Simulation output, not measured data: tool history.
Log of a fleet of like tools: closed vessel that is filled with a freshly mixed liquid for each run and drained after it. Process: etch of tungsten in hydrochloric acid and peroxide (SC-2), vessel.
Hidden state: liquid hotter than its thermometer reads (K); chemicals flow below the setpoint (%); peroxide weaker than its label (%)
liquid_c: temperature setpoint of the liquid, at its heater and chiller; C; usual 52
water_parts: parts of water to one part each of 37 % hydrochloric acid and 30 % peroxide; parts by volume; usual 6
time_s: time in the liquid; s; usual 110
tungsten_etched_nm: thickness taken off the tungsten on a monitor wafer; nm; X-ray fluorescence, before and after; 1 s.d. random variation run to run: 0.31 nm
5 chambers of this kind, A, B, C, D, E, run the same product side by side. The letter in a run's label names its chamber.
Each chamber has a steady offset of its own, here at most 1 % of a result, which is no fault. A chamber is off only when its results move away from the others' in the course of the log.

| run | hour | liquid_c | water_parts | time_s | hours since the thermometer was replaced | hours since the chemicals flow meter was replaced | hours since the drum of peroxide was connected | read-back film thickness of the tungsten reference wafer, read on the same gauge (nm) | tungsten_etched_nm |
|---|---|---|---|---|---|---|---|---|---|
| 1E | 7.7 | 52 | 6 | 110 | 1242.4 | 1358.1 | 581.0 | 119.99 | 35.169 |
| 2D | 12.9 | 52 | 6 | 110 | 338.1 | 1298.5 | 502.6 | 120.00 | 34.693 |
| 3C | 17.4 | 52 | 6 | 110 | 169.7 | 1201.3 | 177.7 | 120.00 | 34.785 |
| 4B | 22.0 | 52 | 6 | 110 | 1694.9 | 1021.9 | 724.9 | 120.00 | 34.217 |
| 5A | 29.1 | 52 | 6 | 110 | 726.7 | 108.0 | 395.3 | 120.00 | 35.069 |
| 6D | 37.4 | 52 | 6 | 110 | 362.6 | 1323.0 | 527.1 | 120.00 | 34.713 |
| 7C | 42.9 | 52 | 6 | 110 | 195.2 | 1226.8 | 203.2 | 120.02 | 34.314 |
| 8E | 47.2 | 47 | 6 | 175 | 1281.9 | 1397.6 | 620.5 | 119.99 | 39.918 |
| 9A | 53.9 | 47 | 6 | 175 | 751.5 | 132.8 | 420.1 | 120.01 | 40.364 |
| 10B | 59.5 | 47 | 6 | 175 | 1732.4 | 1059.4 | 762.4 | 120.00 | 39.336 |
| 11A | 64.3 | 47 | 6 | 175 | 761.9 | 143.2 | 430.5 | 119.98 | 39.538 |
| 12B | 71.6 | 47 | 6 | 175 | 1744.5 | 1071.5 | 774.5 | 120.02 | 39.902 |
| 13D | 79.2 | 52 | 6 | 110 | 404.4 | 1364.8 | 568.9 | 120.00 | 35.400 |
| 14C | 83.2 | 52 | 6 | 110 | 235.5 | 1267.1 | 243.5 | 120.00 | 35.212 |
| 15E | 88.4 | 52 | 6 | 110 | 1323.1 | 1438.8 | 661.7 | 120.00 | 35.043 |
| 16C | 97.0 | 52 | 6 | 110 | 249.3 | 1280.9 | 257.3 | 120.00 | 34.600 |
| 17A | 102.9 | 52 | 6 | 110 | 800.5 | 181.8 | 469.1 | 120.00 | 34.707 |
| 18D | 109.5 | 52 | 6 | 110 | 434.7 | 1395.1 | 599.2 | 119.99 | 34.492 |
| 19B | 117.0 | 52 | 6 | 110 | 1789.9 | 1116.9 | 819.9 | 120.01 | 34.903 |
| 20E | 121.5 | 52 | 6 | 110 | 1356.2 | 1471.9 | 694.8 | 120.00 | 34.867 |
| 21A | 128.7 | 52 | 6 | 110 | 826.3 | 207.6 | 494.9 | 119.99 | 35.058 |
| 22C | 135.0 | 52 | 6 | 110 | 287.3 | 1318.9 | 295.3 | 119.99 | 34.443 |
| 23D | 140.2 | 52 | 6 | 110 | 465.4 | 1425.8 | 629.9 | 120.00 | 35.275 |
| 24E | 146.5 | 52 | 6 | 110 | 1381.2 | 1496.9 | 719.8 | 119.98 | 35.011 |
|  | 148.1 | chamber E: new drum of peroxide connected |
| 25B | 155.0 | 52 | 5 | 110 | 1827.9 | 1154.9 | 857.9 | 119.97 | 39.774 |
| 26B | 159.6 | 52 | 5 | 110 | 1832.5 | 1159.5 | 862.5 | 119.98 | 39.936 |
| 27C | 168.2 | 52 | 5 | 110 | 320.5 | 1352.1 | 328.5 | 119.98 | 39.675 |
| 28A | 173.7 | 52 | 5 | 110 | 871.3 | 252.6 | 539.9 | 119.99 | 39.129 |
| 29D | 178.5 | 52 | 5 | 110 | 503.7 | 1464.1 | 668.2 | 120.00 | 41.551 |
|  | 185.3 | chamber A: thermometer replaced |
| 30E | 186.6 | 52 | 6 | 110 | 1421.3 | 1537.0 | 38.6 | 120.01 | 35.130 |
|  | 188.6 | chamber D: chemicals flow meter replaced |
| 31E | 193.6 | 52 | 6 | 110 | 1428.3 | 1544.0 | 45.6 | 120.00 | 35.611 |
| 32D | 201.7 | 52 | 6 | 110 | 526.9 | 13.1 | 691.4 | 120.02 | 36.252 |
| 33B | 207.1 | 52 | 6 | 110 | 1880.0 | 1207.0 | 910.0 | 120.00 | 34.325 |
| 34C | 212.4 | 52 | 6 | 110 | 364.7 | 1396.3 | 372.7 | 119.99 | 34.430 |
| 35A | 220.3 | 52 | 6 | 110 | 35.0 | 299.2 | 586.5 | 119.99 | 34.621 |
| 36B | 227.8 | 52 | 6 | 110 | 1900.7 | 1227.7 | 930.7 | 120.00 | 35.213 |

For the next run the whole fleet of 5 chambers uses the same settings. Give each chamber's results:
| 37A | 234.0 | 52 | 6 | 110 |  |  |  |  | ? |
| 37B | 234.0 | 52 | 6 | 110 |  |  |  |  | ? |
| 37C | 234.0 | 52 | 6 | 110 |  |  |  |  | ? |
| 37D | 234.0 | 52 | 6 | 110 |  |  |  |  | ? |
| 37E | 234.0 | 52 | 6 | 110 |  |  |  |  | ? |

| run | tungsten_etched_nm |
|---|---|
| 37A | 35.167 |
| 37B | 34.564 |
| 37C | 34.521 |
| 37D | 37.066 |
| 37E | 35.020 |
